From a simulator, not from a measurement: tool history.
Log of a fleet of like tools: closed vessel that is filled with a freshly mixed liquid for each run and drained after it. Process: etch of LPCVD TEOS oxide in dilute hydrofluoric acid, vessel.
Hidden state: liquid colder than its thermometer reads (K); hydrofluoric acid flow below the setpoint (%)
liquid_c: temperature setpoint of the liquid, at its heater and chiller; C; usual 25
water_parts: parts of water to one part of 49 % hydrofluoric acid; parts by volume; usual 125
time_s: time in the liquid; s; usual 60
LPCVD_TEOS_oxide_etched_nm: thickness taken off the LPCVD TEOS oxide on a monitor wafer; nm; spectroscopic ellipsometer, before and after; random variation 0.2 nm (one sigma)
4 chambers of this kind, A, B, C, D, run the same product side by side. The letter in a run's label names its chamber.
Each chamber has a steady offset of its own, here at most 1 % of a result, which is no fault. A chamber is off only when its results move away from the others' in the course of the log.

| run | hour | liquid_c | water_parts | time_s | hours since the thermometer was replaced | hours since the hydrofluoric acid flow meter was replaced | read-back film thickness of the LPCVD TEOS oxide reference wafer, read on the same gauge (nm) | LPCVD_TEOS_oxide_etched_nm |
|---|---|---|---|---|---|---|---|---|
|  | 1.8 | chamber B: hydrofluoric acid flow meter replaced |
| 1B | 7.3 | 25 | 125 | 60 | 498.4 | 5.5 | 99.991 | 22.496 |
| 2C | 13.4 | 25 | 125 | 60 | 631.4 | 183.5 | 100.01 | 22.954 |
| 3A | 18.9 | 25 | 125 | 60 | 2332 | 52.3 | 100.01 | 23.003 |
| 4D | 23.3 | 25 | 125 | 60 | 1474.7 | 73.8 | 99.99 | 23.082 |
| 5C | 29.1 | 25 | 125 | 60 | 647.1 | 199.2 | 100.01 | 22.948 |
| 6D | 36.7 | 25 | 125 | 60 | 1488.1 | 87.2 | 99.997 | 22.965 |
| 7B | 43.9 | 25 | 125 | 60 | 535 | 42.1 | 100.02 | 23.066 |
| 8A | 49.5 | 25 | 125 | 60 | 2362.6 | 82.9 | 99.991 | 22.966 |
| 9D | 56.8 | 25 | 125 | 60 | 1508.2 | 107.3 | 99.996 | 23.024 |
| 10A | 63.5 | 25 | 125 | 60 | 2376.6 | 96.9 | 99.995 | 23.198 |
| 11B | 70.3 | 25 | 125 | 60 | 561.4 | 68.5 | 99.997 | 22.858 |
| 12C | 77.3 | 25 | 125 | 60 | 695.3 | 247.4 | 100 | 22.911 |
| 13C | 86.4 | 25 | 125 | 60 | 704.4 | 256.5 | 100 | 22.492 |
| 14B | 92.5 | 25 | 125 | 60 | 583.6 | 90.7 | 100.01 | 22.727 |
| 15A | 97.2 | 25 | 125 | 45 | 2410.3 | 130.6 | 99.984 | 17.343 |
| 16D | 104.9 | 25 | 125 | 45 | 1556.3 | 155.4 | 100.01 | 17.272 |
| 17D | 109.1 | 25 | 125 | 45 | 1560.5 | 159.6 | 99.984 | 17.164 |
| 18B | 115.7 | 25 | 125 | 45 | 606.8 | 113.9 | 99.989 | 17.223 |
| 19C | 120.7 | 25 | 125 | 60 | 738.7 | 290.8 | 100.01 | 22.62 |
| 20A | 126.8 | 25 | 125 | 75 | 2439.9 | 160.2 | 99.965 | 28.766 |
| 21A | 131.9 | 25 | 125 | 75 | 2445 | 165.3 | 100.01 | 28.345 |
| 22C | 139 | 25 | 125 | 75 | 757 | 309.1 | 100 | 28.004 |
| 23D | 145.5 | 25 | 125 | 75 | 1596.9 | 196 | 100.02 | 28.831 |
| 24B | 150.6 | 25 | 125 | 60 | 641.7 | 148.8 | 100.01 | 22.717 |
| 25B | 157.5 | 25 | 125 | 60 | 648.6 | 155.7 | 100 | 22.824 |
| 26D | 161.6 | 25 | 125 | 60 | 1613 | 212.1 | 99.984 | 22.998 |
| 27C | 167.4 | 25 | 125 | 60 | 785.4 | 337.5 | 100 | 22.799 |
| 28A | 176.5 | 26.5 | 125 | 85 | 2489.6 | 209.9 | 99.991 | 35.416 |
| 29A | 181.6 | 26.5 | 125 | 85 | 2494.7 | 215 | 100.01 | 34.521 |
| 30D | 188.8 | 26.5 | 125 | 85 | 1640.2 | 239.3 | 99.98 | 34.489 |
| 31B | 196.8 | 26.5 | 125 | 85 | 687.9 | 195 | 100 | 34.646 |
| 32C | 202.4 | 25 | 125 | 60 | 820.4 | 372.5 | 100.01 | 22.567 |
| 33C | 210.5 | 25 | 125 | 60 | 828.5 | 380.6 | 99.997 | 22.586 |
| 34A | 217.3 | 25 | 125 | 60 | 2530.4 | 250.7 | 99.986 | 22.989 |
| 35D | 222.2 | 25 | 125 | 60 | 1673.6 | 272.7 | 99.982 | 22.768 |
| 36B | 228.1 | 25 | 125 | 60 | 719.2 | 226.3 | 99.996 | 22.844 |
| 37C | 234.9 | 25 | 125 | 60 | 852.9 | 405 | 100 | 22.774 |
| 38D | 240.2 | 25 | 125 | 60 | 1691.6 | 290.7 | 100 | 23.029 |

Next, every chamber runs the same settings. What will each give?
| 39A | 246.7 | 25 | 125 | 60 |  |  |  | ? |
| 39B | 246.7 | 25 | 125 | 60 |  |  |  | ? |
| 39C | 246.7 | 25 | 125 | 60 |  |  |  | ? |
| 39D | 246.7 | 25 | 125 | 60 |  |  |  | ? |

| run | LPCVD_TEOS_oxide_etched_nm |
|---|---|
| 39A | 23.022 |
| 39B | 22.754 |
| 39C | 22.738 |
| 39D | 22.832 |

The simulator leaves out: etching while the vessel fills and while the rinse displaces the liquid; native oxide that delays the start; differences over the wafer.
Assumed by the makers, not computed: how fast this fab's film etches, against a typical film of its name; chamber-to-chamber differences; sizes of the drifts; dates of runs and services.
